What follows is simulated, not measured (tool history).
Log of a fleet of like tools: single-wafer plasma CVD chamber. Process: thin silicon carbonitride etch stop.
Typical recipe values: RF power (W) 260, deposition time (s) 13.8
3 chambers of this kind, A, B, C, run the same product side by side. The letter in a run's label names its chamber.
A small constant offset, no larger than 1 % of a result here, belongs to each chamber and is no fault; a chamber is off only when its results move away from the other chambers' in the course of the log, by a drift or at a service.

run    day  RF power (W)  deposition time (s)  read-back reference wafer on the same gauge, thickness_nm  mean film thickness on the monitor wafer (Å)
 1A  0.521           260                 13.8                                                     8.7424                                        84.388
 2C  0.829           260                 13.8                                                     8.7338                                        86.211
 3B  1.083           260                 13.8                                                     8.7360                                        85.365
 4A  1.338           260                 13.8                                                     8.7402                                        85.096
 5B  1.825           260                 13.8                                                     8.7335                                        84.394
 6C  2.333           220                 13.8                                                     8.7275                                        81.357
 7C  2.667           220                 13.8                                                     8.7427                                        81.388
 8A  3.188           220                 13.8                                                     8.7393                                        80.091
 9B  3.625           260                 13.8                                                     8.7376                                        85.386
10B  4.088           240                 11.4                                                     8.7336                                        68.528
11C  4.512           240                 11.4                                                     8.7498                                        69.476
12A  4.971           240                 11.4                                                     8.7378                                        68.897
13A  5.433           260                 13.8                                                     8.7314                                        85.636
14B  5.929           260                 13.8                                                     8.7306                                        84.940
15C  6.179           260                 13.8                                                     8.7341                                        85.021
16C  6.567           260                 13.8                                                     8.7402                                        86.272
17B  7.033           260                 13.8                                                     8.7369                                        84.814
18A  7.304           285                 13.8                                                     8.7456                                        87.210
19B  7.567           285                 13.8                                                     8.7403                                        87.308
20C  7.817           285                 13.8                                                     8.7416                                        86.946

Decide between three cases: one chamber stands off from its peers, the gauge reading all wafers drifts, or nothing is wrong past each chamber's small offset. Where a chamber is off, say which and what most likely put it there.

All chambers stay in line apart from their small fixed offsets, and the gauge does not drift.
